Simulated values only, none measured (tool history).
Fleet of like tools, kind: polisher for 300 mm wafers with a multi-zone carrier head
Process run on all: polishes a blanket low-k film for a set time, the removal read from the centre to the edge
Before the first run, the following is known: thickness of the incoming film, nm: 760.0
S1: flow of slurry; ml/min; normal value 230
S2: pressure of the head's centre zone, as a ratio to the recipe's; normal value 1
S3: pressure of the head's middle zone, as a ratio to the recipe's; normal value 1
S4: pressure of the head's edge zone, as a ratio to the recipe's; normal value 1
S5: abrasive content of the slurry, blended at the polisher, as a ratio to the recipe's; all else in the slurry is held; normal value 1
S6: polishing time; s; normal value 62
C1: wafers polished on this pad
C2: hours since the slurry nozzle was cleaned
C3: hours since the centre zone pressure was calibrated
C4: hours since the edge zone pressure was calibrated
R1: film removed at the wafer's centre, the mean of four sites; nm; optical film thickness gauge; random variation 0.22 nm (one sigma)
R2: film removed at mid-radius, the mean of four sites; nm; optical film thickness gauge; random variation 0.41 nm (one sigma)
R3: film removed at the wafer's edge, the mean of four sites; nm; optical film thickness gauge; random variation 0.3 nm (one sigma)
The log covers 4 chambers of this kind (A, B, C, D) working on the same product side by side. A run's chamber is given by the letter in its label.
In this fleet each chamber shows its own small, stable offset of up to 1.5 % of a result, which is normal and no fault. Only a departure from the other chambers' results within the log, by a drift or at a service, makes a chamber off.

At hour 8.2: chamber C: worn pad replaced by a new one.
Run 1D, hour 12.3: usual settings; C1 696; C2 133.3; C3 52.6; C4 324.8. Result: R1 32.627 nm, R2 32.457 nm, R3 32.035 nm.
Run 2B, hour 20.1: usual settings; C1 296; C2 149.6; C3 374; C4 333.4. Result: R1 32.67 nm, R2 31.806 nm, R3 32.357 nm.
Run 3C, hour 28.8: usual settings; C1 290; C2 149.6; C3 777.4; C4 1058.3. Result: R1 32.154 nm, R2 32.318 nm, R3 32.648 nm.
At hour 33.9: chamber D: worn pad replaced by a new one.
Run 4A, hour 41.3: usual settings; C1 710; C2 194.2; C3 382.1; C4 730.3. Result: R1 32.478 nm, R2 32.172 nm, R3 32.825 nm.
Run 5D, hour 47.9: usual settings but S1 285 ml/min, S6 69 s; C1 198; C2 168.9; C3 88.2; C4 360.4. Result: R1 37.125 nm, R2 37.346 nm, R3 36.536 nm.
At hour 51.2: chamber B: worn pad replaced by a new one.
At hour 52.3: chamber A: worn pad replaced by a new one.
Run 6A, hour 55.4: usual settings but S1 285 ml/min, S6 69 s; C1 44; C2 208.3; C3 396.2; C4 744.4. Result: R1 37.229 nm, R2 36.823 nm, R3 36.728 nm.
At hour 57.4: chamber C: worn pad replaced by a new one.
Run 7C, hour 63.1: usual settings but S1 285 ml/min, S6 69 s; C1 81; C2 183.9; C3 811.7; C4 1092.6. Result: R1 37.264 nm, R2 37.318 nm, R3 36.858 nm.
Run 8B, hour 76.6: usual settings but S1 285 ml/min, S6 69 s; C1 358; C2 206.1; C3 430.5; C4 389.9. Result: R1 37.333 nm, R2 36.816 nm, R3 37.696 nm.
Run 9A, hour 85.5: usual settings; C1 467; C2 238.4; C3 426.3; C4 774.5. Result: R1 32.208 nm, R2 32.513 nm, R3 32.8 nm.
At hour 94.3: chamber D: worn pad replaced by a new one.
Run 10C, hour 98.6: usual settings; C1 581; C2 219.4; C3 847.2; C4 1128.1. Result: R1 32.65 nm, R2 32.711 nm, R3 32.527 nm.
At hour 102.1: chamber B: worn pad replaced by a new one.
At hour 102.3: chamber C: worn pad replaced by a new one.
Run 11D, hour 105.8: usual settings; C1 163; C2 226.8; C3 146.1; C4 418.3. Result: R1 31.919 nm, R2 32.098 nm, R3 32.046 nm.
At hour 114.2: chamber A: worn pad replaced by a new one.
Run 12B, hour 116.3: usual settings but S4 0.92; C1 200; C2 245.8; C3 470.2; C4 429.6. Result: R1 32.714 nm, R2 32.159 nm, R3 31.059 nm.
Run 13C, hour 123.2: usual settings but S4 0.92; C1 294; C2 244; C3 871.8; C4 1152.7. Result: R1 32.502 nm, R2 32.179 nm, R3 31.271 nm.
Run 14B, hour 129.7: usual settings but S4 0.92; C1 388; C2 259.2; C3 483.6; C4 443. Result: R1 32.805 nm, R2 31.727 nm, R3 31.199 nm.
At hour 140.8: chamber D: edge zone pressure recalibrated.
Run 15A, hour 142.7: usual settings but S4 0.92; C1 402; C2 295.6; C3 483.5; C4 831.7. Result: R1 32.559 nm, R2 32.776 nm, R3 30.63 nm.
At hour 150.7: chamber D: worn pad replaced by a new one.
At hour 150.9: chamber A: centre zone pressure recalibrated.
Run 16D, hour 151.5: usual settings; C1 12; C2 272.5; C3 191.8; C4 10.7. Result: R1 32.468 nm, R2 32.278 nm, R3 32.633 nm.
At hour 156.2: chamber C: worn pad replaced by a new one.
At hour 157.9: chamber B: worn pad replaced by a new one.
Run 17B, hour 159.2: usual settings; C1 19; C2 288.7; C3 513.1; C4 472.5. Result: R1 32.674 nm, R2 31.91 nm, R3 32.191 nm.
Run 18D, hour 165.6: usual settings; C1 211; C2 286.6; C3 205.9; C4 24.8. Result: R1 32.615 nm, R2 32.74 nm, R3 32.001 nm.
Run 19A, hour 178.8: usual settings; C1 910; C2 331.7; C3 28; C4 867.8. Result: R1 32.198 nm, R2 33.151 nm, R3 32.524 nm.
At hour 186.6: chamber A: worn pad replaced by a new one.
Run 20C, hour 188.4: usual settings; C1 454; C2 309.2; C3 937; C4 1217.9. Result: R1 32.256 nm, R2 33.07 nm, R3 32.768 nm.
Run 21C, hour 198.9: usual settings but S4 0.91, S5 0.75; C1 601; C2 319.7; C3 947.5; C4 1228.4. Result: R1 27.722 nm, R2 28.265 nm, R3 26.823 nm.
At hour 209.3: chamber A: slurry nozzle cleaned.
Run 22A, hour 209.3: usual settings but S4 0.91, S5 0.75; C1 320; C2 0; C3 58.5; C4 898.3. Result: R1 28.532 nm, R2 28.281 nm, R3 27.147 nm.
At hour 213.4: chamber B: worn pad replaced by a new one.
At hour 219.7: chamber D: worn pad replaced by a new one.
Run 23D, hour 223.6: usual settings but S4 0.91, S5 0.75; C1 55; C2 344.6; C3 263.9; C4 82.8. Result: R1 28.201 nm, R2 28.387 nm, R3 26.911 nm.
Run 24B, hour 235.8: usual settings but S4 0.91, S5 0.75; C1 316; C2 365.3; C3 589.7; C4 549.1. Result: R1 27.95 nm, R2 27.775 nm, R3 27.623 nm.
Run 25D, hour 242.8: usual settings; C1 325; C2 363.8; C3 283.1; C4 102. Result: R1 32.456 nm, R2 32.694 nm, R3 31.937 nm.
At hour 249.2: chamber A: worn pad replaced by a new one.
Run 26A, hour 251.3: usual settings; C1 30; C2 42; C3 100.5; C4 940.3. Result: R1 32.818 nm, R2 32.246 nm, R3 32.467 nm.
Run 27B, hour 259: usual settings; C1 643; C2 388.5; C3 612.9; C4 572.3. Result: R1 32.724 nm, R2 32.193 nm, R3 32.927 nm.

What goes on in this fleet: one chamber off, a drifting gauge, or nothing beyond the chambers' own small offsets? Name the chamber and the cause, if any.

Beyond each chamber's small constant offset nothing stands out, and the gauge stays steady.
